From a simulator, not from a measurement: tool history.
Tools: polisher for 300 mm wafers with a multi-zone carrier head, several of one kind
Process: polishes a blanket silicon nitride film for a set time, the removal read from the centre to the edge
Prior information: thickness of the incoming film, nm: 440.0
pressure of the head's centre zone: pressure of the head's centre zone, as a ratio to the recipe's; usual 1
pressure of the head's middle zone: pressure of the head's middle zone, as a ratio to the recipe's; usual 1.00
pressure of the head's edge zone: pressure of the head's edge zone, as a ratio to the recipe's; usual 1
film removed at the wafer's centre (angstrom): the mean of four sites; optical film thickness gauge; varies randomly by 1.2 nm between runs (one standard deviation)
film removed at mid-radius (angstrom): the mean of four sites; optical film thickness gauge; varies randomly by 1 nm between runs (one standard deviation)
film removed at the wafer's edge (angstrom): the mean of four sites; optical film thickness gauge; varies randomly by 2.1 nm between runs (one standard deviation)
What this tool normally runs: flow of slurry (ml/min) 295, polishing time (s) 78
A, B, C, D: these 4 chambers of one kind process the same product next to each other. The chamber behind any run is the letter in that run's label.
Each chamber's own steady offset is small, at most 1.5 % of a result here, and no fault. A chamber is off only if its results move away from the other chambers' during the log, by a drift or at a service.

| run | day | flow of slurry (ml/min) | pressure of the head's centre zone | pressure of the head's middle zone | pressure of the head's edge zone | polishing time (s) | wafers polished on this pad | hours since the slurry nozzle was cleaned | hours since the centre zone pressure was calibrated | hours since the edge zone pressure was calibrated | film removed at the wafer's centre (angstrom) | film removed at mid-radius (angstrom) | film removed at the wafer's edge (angstrom) |
|---|---|---|---|---|---|---|---|---|---|---|---|---|---|
| 1C | 0.196 | 295 | 1 | 1.00 | 1 | 78 | 322 | 219.9 | 617.1 | 493.5 | 1419.2 | 1402.5 | 1377.50 |
| 2D | 0.483 | 295 | 1 | 1.00 | 1 | 78 | 95 | 74.0 | 47.7 | 92.2 | 1391.8 | 1382.5 | 1413.00 |
| 3B | 0.875 | 295 | 1 | 1.00 | 1 | 78 | 607 | 635.4 | 219.2 | 84.1 | 1398.6 | 1358.0 | 1397.90 |
|  | 0.996 | chamber C: slurry nozzle cleaned |
|  | 1.058 | chamber C: worn pad replaced by a new one |
| 4A | 1.275 | 295 | 1 | 1.00 | 1 | 78 | 699 | 203.5 | 502.8 | 156.4 | 1400.0 | 1389.2 | 1391.70 |
| 5D | 1.662 | 295 | 1 | 1.00 | 1 | 78 | 286 | 102.3 | 76.0 | 120.5 | 1380.8 | 1382.5 | 1393.10 |
| 6A | 1.946 | 295 | 1 | 1.00 | 1 | 78 | 807 | 219.6 | 518.9 | 172.5 | 1380.3 | 1393.3 | 1418.20 |
|  | 2.125 | chamber B: slurry nozzle cleaned |
| 7B | 2.233 | 295 | 1 | 1.00 | 1 | 78 | 827 | 2.7 | 251.8 | 116.7 | 1382.8 | 1410.4 | 1403.10 |
| 8C | 2.438 | 295 | 1 | 1.00 | 1 | 78 | 223 | 34.7 | 670.9 | 547.3 | 1378.6 | 1397.7 | 1378.90 |
|  | 2.758 | chamber A: worn pad replaced by a new one |
| 9D | 2.808 | 295 | 1 | 1.00 | 1 | 78 | 472 | 129.8 | 103.5 | 148.0 | 1391.0 | 1390.6 | 1385.00 |
| 10C | 3.054 | 295 | 1 | 1.00 | 1 | 78 | 323 | 49.5 | 685.7 | 562.1 | 1394.5 | 1373.1 | 1405.60 |
| 11B | 3.462 | 295 | 1 | 1.06 | 1 | 57 | 1026 | 32.2 | 281.3 | 146.2 | 1019.6 | 1066.5 | 1016.50 |
|  | 3.633 | chamber B: worn pad replaced by a new one |
| 12A | 3.712 | 295 | 1 | 1.06 | 1 | 57 | 154 | 262.0 | 561.3 | 214.9 | 1025.2 | 1073.7 | 1031.60 |
|  | 3.800 | chamber C: edge zone pressure recalibrated |
| 13A | 3.946 | 295 | 1 | 1.06 | 1 | 57 | 192 | 267.6 | 566.9 | 220.5 | 1025.8 | 1075.3 | 1042.70 |
|  | 4.000 | chamber C: centre zone pressure recalibrated |
| 14B | 4.217 | 295 | 1 | 1.06 | 1 | 57 | 94 | 50.3 | 299.4 | 164.3 | 1017.8 | 1064.6 | 971.99 |
| 15C | 4.571 | 295 | 1 | 1.00 | 1 | 78 | 569 | 85.9 | 13.7 | 18.5 | 1372.3 | 1396.9 | 1383.00 |
|  | 4.642 | chamber C: worn pad replaced by a new one |
| 16D | 4.979 | 295 | 1 | 1.00 | 1 | 78 | 823 | 181.9 | 155.6 | 200.1 | 1384.7 | 1406.1 | 1396.90 |
| 17D | 5.421 | 220 | 1 | 1.00 | 1 | 78 | 895 | 192.5 | 166.2 | 210.7 | 1344.8 | 1351.2 | 1347.40 |
|  | 5.596 | chamber D: worn pad replaced by a new one |
| 18C | 5.746 | 220 | 1 | 1.00 | 1 | 78 | 178 | 114.1 | 41.9 | 46.7 | 1344.4 | 1343.0 | 1369.30 |
| 19B | 6.075 | 220 | 1 | 1.00 | 1 | 78 | 395 | 94.9 | 344.0 | 208.9 | 1321.1 | 1339.6 | 1329.70 |
| 20A | 6.446 | 220 | 1 | 1.00 | 1 | 78 | 597 | 327.6 | 626.9 | 280.5 | 1361.1 | 1345.1 | 1319.70 |
| 21B | 6.825 | 295 | 1 | 0.89 | 1 | 78 | 517 | 112.9 | 362.0 | 226.9 | 1356.1 | 1239.8 | 1372.50 |
| 22C | 7.038 | 295 | 1 | 0.89 | 1 | 78 | 388 | 145.1 | 72.9 | 77.7 | 1376.0 | 1252.2 | 1391.60 |
|  | 7.400 | chamber A: edge zone pressure recalibrated |
| 23A | 7.475 | 295 | 1 | 0.89 | 1 | 78 | 764 | 352.3 | 651.6 | 1.8 | 1439.6 | 1267.8 | 1415.10 |
|  | 7.842 | chamber C: worn pad replaced by a new one |
| 24D | 7.875 | 295 | 1 | 0.89 | 1 | 78 | 369 | 251.4 | 225.1 | 269.6 | 1383.9 | 1261.9 | 1390.90 |
| 25C | 8.150 | 295 | 1 | 1.00 | 1 | 78 | 50 | 171.8 | 99.6 | 104.4 | 1392.3 | 1371.7 | 1401.60 |
| 26B | 8.567 | 295 | 1 | 1.00 | 1 | 78 | 799 | 154.7 | 403.8 | 268.7 | 1349.3 | 1395.3 | 1404.50 |
|  | 8.867 | chamber A: worn pad replaced by a new one |
| 27D | 8.875 | 295 | 1 | 1.00 | 1 | 78 | 531 | 275.4 | 249.1 | 293.6 | 1373.0 | 1400.6 | 1361.00 |
| 28A | 9.212 | 295 | 1 | 1.00 | 1 | 78 | 56 | 394.0 | 693.3 | 43.5 | 1431.7 | 1396.9 | 1434.20 |
| 29B | 9.479 | 295 | 1 | 1.00 | 1 | 78 | 946 | 176.6 | 425.7 | 290.6 | 1376.2 | 1404.4 | 1389.00 |
|  | 9.679 | chamber D: slurry nozzle cleaned |
| 30A | 9.758 | 295 | 1 | 1.00 | 1 | 78 | 144 | 407.1 | 706.4 | 56.6 | 1429.4 | 1394.4 | 1375.80 |
| 31D | 10.083 | 295 | 1 | 1.00 | 1 | 78 | 727 | 9.8 | 278.1 | 322.6 | 1384.7 | 1395.1 | 1432.80 |
| 32C | 10.383 | 295 | 1 | 1.00 | 1 | 78 | 412 | 225.4 | 153.2 | 158.0 | 1368.4 | 1396.8 | 1382.70 |
| 33D | 10.692 | 295 | 1 | 1.00 | 1 | 78 | 825 | 24.4 | 292.7 | 337.2 | 1385.0 | 1400.2 | 1407.80 |
| 34B | 11.075 | 295 | 1 | 1.00 | 1 | 78 | 1205 | 214.9 | 464.0 | 328.9 | 1363.1 | 1367.2 | 1395.00 |
|  | 11.250 | chamber C: worn pad replaced by a new one |
| 35C | 11.279 | 295 | 1 | 1.00 | 1 | 78 | 5 | 246.9 | 174.7 | 179.5 | 1376.8 | 1385.7 | 1425.70 |
|  | 11.412 | chamber C: slurry nozzle cleaned |
|  | 11.504 | chamber B: worn pad replaced by a new one |
| 36A | 11.550 | 295 | 1 | 1.00 | 1 | 78 | 435 | 450.1 | 749.4 | 99.6 | 1482.9 | 1421.7 | 1407.10 |
| 37B | 11.762 | 295 | 1 | 1.00 | 1 | 78 | 41 | 231.4 | 480.5 | 345.4 | 1343.8 | 1390.0 | 1381.90 |
| 38D | 12.142 | 295 | 1 | 1.00 | 1 | 78 | 1060 | 59.2 | 327.5 | 372.0 | 1412.4 | 1399.7 | 1401.70 |
| 39C | 12.508 | 295 | 1 | 1.00 | 1 | 78 | 204 | 26.4 | 204.2 | 209.0 | 1394.0 | 1386.6 | 1384.40 |

All 4 chambers run these settings next. Forecast each chamber's results:
| 40A | 12.825 | 295 | 1 | 1.06 | 1 | 78 |  |  |  |  | ? | ? | ? |
| 40B | 12.825 | 295 | 1 | 1.06 | 1 | 78 |  |  |  |  | ? | ? | ? |
| 40C | 12.825 | 295 | 1 | 1.06 | 1 | 78 |  |  |  |  | ? | ? | ? |
| 40D | 12.825 | 295 | 1 | 1.06 | 1 | 78 |  |  |  |  | ? | ? | ? |

| run | film removed at the wafer's centre (angstrom) | film removed at mid-radius (angstrom) | film removed at the wafer's edge (angstrom) |
|---|---|---|---|
| 40A | 1472.4 | 1486.2 | 1381.10 |
| 40B | 1383.9 | 1460.1 | 1381.30 |
| 40C | 1404.6 | 1493.0 | 1371.90 |
| 40D | 1361.1 | 1465.4 | 1412.60 |
